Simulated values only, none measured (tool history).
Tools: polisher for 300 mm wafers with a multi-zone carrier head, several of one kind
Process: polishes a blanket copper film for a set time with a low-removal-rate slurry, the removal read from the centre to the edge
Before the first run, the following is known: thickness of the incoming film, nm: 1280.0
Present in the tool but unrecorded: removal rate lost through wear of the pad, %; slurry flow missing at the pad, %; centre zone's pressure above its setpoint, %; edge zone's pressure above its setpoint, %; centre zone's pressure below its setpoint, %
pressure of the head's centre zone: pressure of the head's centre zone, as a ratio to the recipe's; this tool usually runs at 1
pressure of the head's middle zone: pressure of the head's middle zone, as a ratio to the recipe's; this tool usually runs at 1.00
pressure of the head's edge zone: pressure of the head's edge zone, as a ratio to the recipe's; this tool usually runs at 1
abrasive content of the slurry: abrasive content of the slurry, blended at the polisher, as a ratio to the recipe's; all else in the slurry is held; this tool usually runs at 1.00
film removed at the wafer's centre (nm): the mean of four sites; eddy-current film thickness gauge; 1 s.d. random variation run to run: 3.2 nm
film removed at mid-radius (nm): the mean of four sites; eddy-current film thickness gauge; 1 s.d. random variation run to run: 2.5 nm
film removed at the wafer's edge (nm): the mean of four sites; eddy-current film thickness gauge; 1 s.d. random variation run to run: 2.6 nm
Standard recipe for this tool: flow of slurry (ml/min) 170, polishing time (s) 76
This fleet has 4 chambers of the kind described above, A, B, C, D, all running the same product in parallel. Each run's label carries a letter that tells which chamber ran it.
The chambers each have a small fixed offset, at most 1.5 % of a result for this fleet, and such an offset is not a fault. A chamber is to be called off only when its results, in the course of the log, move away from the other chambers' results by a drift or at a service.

run   hour  flow of slurry (ml/min)  pressure of the head's centre zone  pressure of the head's middle zone  pressure of the head's edge zone  abrasive content of the slurry  polishing time (s)  wafers polished on this pad  hours since the slurry nozzle was cleaned  hours since the centre zone pressure was calibrated  hours since the edge zone pressure was calibrated  film removed at the wafer's centre (nm)  film removed at mid-radius (nm)  film removed at the wafer's edge (nm)
 1A    5.9                      170                                   1                                1.00                                 1                            1.00                  76                          287                                      351.8                                                459.9                                              588.8                                   237.64                           244.06                                 240.99
 2D    9.9                      170                                   1                                1.00                                 1                            1.00                  76                          306                                      215.3                                                299.3                                              699.7                                   237.35                           242.89                                 238.53
 3B   14.2                      170                                   1                                1.00                                 1                            1.00                  76                          955                                      458.6                                                684.7                                              207.8                                   240.21                           238.11                                 240.10
      16.8  -- chamber B: worn pad replaced by a new one
 4C   19.8                      170                                   1                                1.00                                 1                            1.00                  76                          434                                       57.7                                                182.0                                              444.8                                   244.97                           243.12                                 241.32
 5C   23.9                      170                                   1                                1.00                                 1                            1.00                  76                          482                                       61.8                                                186.1                                              448.9                                   241.51                           244.19                                 244.73
 6D   27.5                      170                                   1                                1.00                                 1                            1.00                  76                          514                                      232.9                                                316.9                                              717.3                                   242.63                           245.87                                 239.65
 7A   31.0                      170                                   1                                1.00                                 1                            1.00                  76                          584                                      376.9                                                485.0                                              613.9                                   232.57                           241.22                                 239.77
 8B   34.6                      170                                   1                                1.00                                 1                            1.00                  53                          210                                      479.0                                                705.1                                              228.2                                   169.54                           167.21                                 165.95
 9D   37.7                      170                                   1                                1.00                                 1                            1.00                  53                          635                                      243.1                                                327.1                                              727.5                                   166.53                           169.73                                 166.26
10C   41.3                      170                                   1                                1.00                                 1                            1.00                  53                          688                                       79.2                                                203.5                                              466.3                                   168.39                           169.53                                 167.73
11A   45.7                      170                                   1                                1.00                                 1                            1.00                  53                          757                                      391.6                                                499.7                                              628.6                                   164.05                           163.93                                 161.72
12B   48.7                      170                                   1                                1.00                                 1                            1.00                  76                          377                                      493.1                                                719.2                                              242.3                                   246.80                           241.07                                 240.30
13C   52.8                      170                                   1                                0.95                                 1                            1.00                  65                          824                                       90.7                                                215.0                                              477.8                                   202.28                           190.11                                 205.40
14B   58.0                      170                                   1                                0.95                                 1                            1.00                  65                          487                                      502.4                                                728.5                                              251.6                                   203.52                           194.08                                 207.50
15A   60.7                      170                                   1                                0.95                                 1                            1.00                  65                          935                                      406.6                                                514.7                                              643.6                                   198.94                           187.53                                 200.04
16D   63.7                      170                                   1                                0.95                                 1                            1.00                  65                          943                                      269.1                                                353.1                                              753.5                                   205.01                           200.05                                 206.91
      64.9  -- chamber B: centre zone pressure recalibrated
      67.5  -- chamber D: slurry nozzle cleaned
17B   67.9                      170                                   1                                1.00                                 1                            1.25                  76                          604                                      512.3                                                  3.1                                              261.5                                   254.22                           254.64                                 250.94
      68.9  -- chamber C: worn pad replaced by a new one
      72.4  -- chamber A: worn pad replaced by a new one
18A   72.8                      170                                   1                                1.00                                 1                            1.25                  76                            5                                      418.7                                                526.8                                              655.7                                   240.45                           240.07                                 241.37
19C   75.3                      170                                   1                                1.00                                 1                            1.25                  76                           75                                      113.2                                                237.5                                              500.3                                   253.35                           255.64                                 251.31
20D   78.1                      170                                   1                                1.00                                 1                            1.25                  76                         1113                                       10.6                                                367.5                                              767.9                                   251.37                           253.92                                 256.78
21B   80.8                      170                                   1                                1.00                                 1                            1.00                  76                          757                                      525.2                                                 16.0                                              274.4                                   238.59                           245.55                                 245.55
      82.1  -- chamber D: worn pad replaced by a new one
22C   83.6                      170                                   1                                1.00                                 1                            1.00                  76                          174                                      121.5                                                245.8                                              508.6                                   240.55                           236.97                                 241.10
23A   88.9                      170                                   1                                1.00                                 1                            1.00                  76                          195                                      434.8                                                542.9                                              671.8                                   223.47                           229.09                                 228.12
      94.1  -- chamber B: worn pad replaced by a new one
24D   94.1                      170                                   1                                1.00                                 1                            1.00                  76                          142                                       26.6                                                383.5                                              783.9                                   241.02                           243.35                                 240.52
25D   99.1                      170                                   1                                1.00                                 1                            1.00                  76                          201                                       31.6                                                388.5                                              788.9                                   245.24                           243.44                                 237.89
26A  102.9                      170                                   1                                1.00                                 1                            1.00                  76                          361                                      448.8                                                556.9                                              685.8                                   221.11                           226.82                                 225.97
27B  107.3                      170                                   1                                0.92                                 1                            1.00                  76                          157                                      551.7                                                 42.5                                              300.9                                   240.62                           225.57                                 239.94
28C  110.9                      170                                   1                                0.92                                 1                            1.00                  76                          497                                      148.8                                                273.1                                              535.9                                   242.91                           221.03                                 243.35
29A  114.6                      170                                   1                                0.92                                 1                            1.00                  76                          499                                      460.5                                                568.6                                              697.5                                   216.02                           199.18                                 223.67

Which is it: a chamber that has drifted or been left off by a service, a gauge drift common to all chambers, or only each chamber's usual small offset? If a chamber is off, name it and its likeliest cause.

It is chamber A that slowly wanders off from its peers.
Likeliest cause: slurry flow missing at the pad, % = 36.8.

Chamber A could run next with any of the 4 candidate recipes listed below; each alters the usual settings, and their results appear as question marks. Which one brings its results back in line with what the other chambers deliver on the usual settings?
In line here means within this much of the mean the other chambers give on the usual settings: film removed at the wafer's centre (nm) 11.00; film removed at mid-radius (nm) 8.90; film removed at the wafer's edge (nm) 9.10
30A-1  118.9                      175                                1.01                                1.01                              0.99                            1.00                  78                                                                                                                                                                                                                        ?                                ?                                      ?
30A-2  118.9                      165                                0.99                                0.99                              1.01                            1.00                  74                                                                                                                                                                                                                        ?                                ?                                      ?
30A-3  118.9                      180                                1.02                                1.01                              0.99                            1.00                  82                                                                                                                                                                                                                        ?                                ?                                      ?
30A-4  118.9                      160                                0.98                                0.99                              1.01                            1.00                  70                                                                                                                                                                                                                        ?                                ?                                      ?

Mean of the other chambers on the usual settings: film removed at the wafer's centre (nm) 240.62; film removed at mid-radius (nm) 241.36; film removed at the wafer's edge (nm) 241.04
  run  film removed at the wafer's centre (nm)  film removed at mid-radius (nm)  film removed at the wafer's edge (nm)
30A-1                                   222.95                           227.17                                 228.11
30A-2                                   203.22                           208.42                                 216.43
30A-3                                   238.89                           240.50                                 240.99
30A-4                                   188.25                           195.51                                 203.56
The right change is 30A-3: it brings the chamber back within the allowed miss of the others.

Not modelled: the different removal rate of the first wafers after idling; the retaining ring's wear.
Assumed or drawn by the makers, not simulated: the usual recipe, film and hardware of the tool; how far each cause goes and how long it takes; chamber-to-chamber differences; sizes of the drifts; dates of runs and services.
